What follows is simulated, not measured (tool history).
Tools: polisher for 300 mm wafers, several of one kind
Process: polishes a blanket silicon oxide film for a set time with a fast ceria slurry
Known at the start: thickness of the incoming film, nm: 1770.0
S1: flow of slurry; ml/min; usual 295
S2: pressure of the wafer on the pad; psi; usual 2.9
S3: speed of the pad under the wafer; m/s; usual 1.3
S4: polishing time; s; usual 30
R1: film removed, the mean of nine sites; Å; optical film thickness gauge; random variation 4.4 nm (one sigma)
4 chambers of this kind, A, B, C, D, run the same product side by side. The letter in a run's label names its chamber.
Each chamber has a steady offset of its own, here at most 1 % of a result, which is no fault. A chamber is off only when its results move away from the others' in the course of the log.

run   hour   S1   S2   S3  S4      R1
       1.4  -- chamber C: slurry nozzle cleaned
       4.6  -- chamber A: worn pad replaced by a new one
 1D    5.9  295  2.9  1.3  30  6473.8
 2A    9.6  295  2.9  1.3  30  6467.5
 3C   15.6  295  2.9  1.3  30  6522.3
 4B   20.7  295  2.9  1.3  30  6418.9
 5A   24.8  295  2.9  1.3  30  6435.5
 6C   28.1  295  2.9  1.3  30  6528.8
      30.4  -- chamber B: slurry nozzle cleaned
 7D   30.8  295  2.9  1.3  30  6599.7
 8B   35.1  295  2.9  1.3  30  6489.5
      36.7  -- chamber B: worn pad replaced by a new one
 9B   40.2  340  3.7  1.3  30  8463.2
10A   45.8  340  3.7  1.3  30  8408.4
      45.9  -- chamber D: worn pad replaced by a new one
11D   51.1  340  3.7  1.3  30  8290.6
12C   54.8  340  3.7  1.3  30  8380.2
13B   59.3  295  2.9  1.3  30  6481.4
14C   62.4  295  2.9  1.3  30  6374.4
      65.4  -- chamber D: slurry nozzle cleaned
15A   66.3  295  2.9  1.3  30  6572.1
16D   69.0  295  2.9  1.3  30  6567.0
17B   72.4  295  2.9  1.3  30  6526.3
18C   78.7  295  2.9  1.3  30  6195.8
19A   84.6  295  2.9  1.3  30  6390.0
20D   90.6  295  2.9  1.3  30  6534.3
      92.4  -- chamber C: worn pad replaced by a new one
21B   95.3  295  2.9  1.3  30  6467.7
22A  101.3  385  2.9  1.3  34  7539.4
23C  105.3  385  2.9  1.3  34  6863.0
24D  108.1  385  2.9  1.3  34  7533.4

Is one chamber off against the others, does the gauge drift, or is nothing wrong? If a chamber is off, say which, and what the likeliest cause is.

Chamber C drifts away from the others.
Cause: head's pressure below its setpoint, % = 9.15.

Here are 4 candidates for chamber C's next run, each the usual settings with a change, their results left as question marks. Which one brings its results back in line with what the others give on the usual settings?
In line means no further than this from the other chambers' mean on the usual settings: R1 150.0 Å
25C-1  112.5  290  2.6  1.30  28   ?
25C-2  112.5  295  2.8  1.26  29   ?
25C-3  112.5  295  3.0  1.34  31   ?
25C-4  112.5  300  3.2  1.30  33   ?

The other chambers' mean on the usual settings: R1 6492.8 Å
  run      R1
25C-1  4921.8
25C-2  5334.6
25C-3  6504.1
25C-4  7181.3
25C-3 brings the chamber back in line.

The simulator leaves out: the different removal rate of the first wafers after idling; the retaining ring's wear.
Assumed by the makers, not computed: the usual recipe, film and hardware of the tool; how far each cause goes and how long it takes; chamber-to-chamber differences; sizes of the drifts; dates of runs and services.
